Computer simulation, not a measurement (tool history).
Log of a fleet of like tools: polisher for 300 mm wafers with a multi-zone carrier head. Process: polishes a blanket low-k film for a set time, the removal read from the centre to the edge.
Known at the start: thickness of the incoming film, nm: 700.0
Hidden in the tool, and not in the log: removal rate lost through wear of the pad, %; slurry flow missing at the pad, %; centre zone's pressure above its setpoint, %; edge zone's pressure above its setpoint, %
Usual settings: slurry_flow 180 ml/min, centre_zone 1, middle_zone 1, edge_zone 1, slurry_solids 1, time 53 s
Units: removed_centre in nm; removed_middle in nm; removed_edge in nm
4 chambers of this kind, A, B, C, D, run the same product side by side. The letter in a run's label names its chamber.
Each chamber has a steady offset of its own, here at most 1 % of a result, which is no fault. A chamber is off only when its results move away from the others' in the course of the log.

run,hour,slurry_flow,centre_zone,middle_zone,edge_zone,slurry_solids,time,wafers polished on this pad,hours since the slurry nozzle was cleaned,hours since the centre zone pressure was calibrated,hours since the edge zone pressure was calibrated,removed_centre,removed_middle,removed_edge
1C,3.6,180,1,1,1,1,53,187,109.1,207.9,817.5,17.926,18.458,17.86
2A,5.8,180,1,1,1,1,53,706,504.1,323.7,657.2,17.566,17.647,18.068
3D,8.4,180,1,1,1,1,53,302,66.4,420,152.7,18.047,18.066,17.802
4B,11.6,180,1,1,1,1,53,1016,119.5,537.2,394.1,18.02,17.755,17.788
# hour 12: chamber B: worn pad replaced by a new one
5A,14,180,0.89,1,1,1,42,798,512.3,331.9,665.4,12.544,13.933,14.012
# hour 14.9: chamber A: worn pad replaced by a new one
6C,16.2,180,0.89,1,1,1,42,328,121.7,220.5,830.1,12.673,14.321,14.225
7D,19.8,180,0.89,1,1,1,42,429,77.8,431.4,164.1,12.663,14.217,13.841
# hour 23.1: chamber A: slurry nozzle cleaned
8B,23.5,180,0.89,1,1,1,42,128,131.4,549.1,406,12.348,14.421,13.978
9B,27,180,1,1,1,1,53,167,134.9,552.6,409.5,17.74,17.984,17.674
10C,31.4,180,1,1,1,1,53,497,136.9,235.7,845.3,18.348,18.089,17.731
11A,33.5,180,1,1,1,1,53,207,10.4,351.4,684.9,18.045,18.266,18.181
12D,37.7,180,1,1.07,1,1,70,628,95.7,449.3,182,24.15,24.803,24.472
13A,39.7,180,1,1.07,1,1,70,276,16.6,357.6,691.1,23.993,24.98,23.386
14C,42.1,180,1,1.07,1,1,70,616,147.6,246.4,856,23.79,25.561,23.509
15B,44.4,180,1,1.07,1,1,70,361,152.3,570,426.9,23.823,25.084,24.06
16D,48.4,180,1,1,1,1,53,748,106.4,460,192.7,17.456,17.931,18.308
17C,50.8,180,1,1,1,1,53,713,156.3,255.1,864.7,18.082,18.103,18.084
18D,53.7,180,1,1,1.08,1,53,807,111.7,465.3,198,18.366,18.506,18.493
19A,57.3,180,1,1,1.08,1,53,472,34.2,375.2,708.7,18.05,17.815,18.32
20B,60.8,180,1,1,1.08,1,53,544,168.7,586.4,443.3,17.752,17.91,18.184
# hour 60.9: chamber C: worn pad replaced by a new one
# hour 62.6: chamber D: worn pad replaced by a new one
21B,62.9,180,1,1,1.08,1,53,567,170.8,588.5,445.4,18.192,17.778,18.441
22D,65.2,180,1,1,1,1,53,29,123.2,476.8,209.5,17.652,18.083,17.813
23C,69.5,180,1,1,1,1,53,95,175,273.8,883.4,17.842,17.916,17.813
24A,73.7,180,1,1,1,1,53,655,50.6,391.6,725.1,17.868,17.775,17.944

All 4 chambers run these settings next. Forecast each chamber's results:
25A,76.9,180,1,1.07,1,1,53,,,,,?,?,?
25B,76.9,180,1,1.07,1,1,53,,,,,?,?,?
25C,76.9,180,1,1.07,1,1,53,,,,,?,?,?
25D,76.9,180,1,1.07,1,1,53,,,,,?,?,?

run,removed_centre,removed_middle,removed_edge
25A,17.825,19.379,17.909
25B,17.858,19.543,17.911
25C,18.322,19.017,18.306
25D,18.101,19.531,18.323
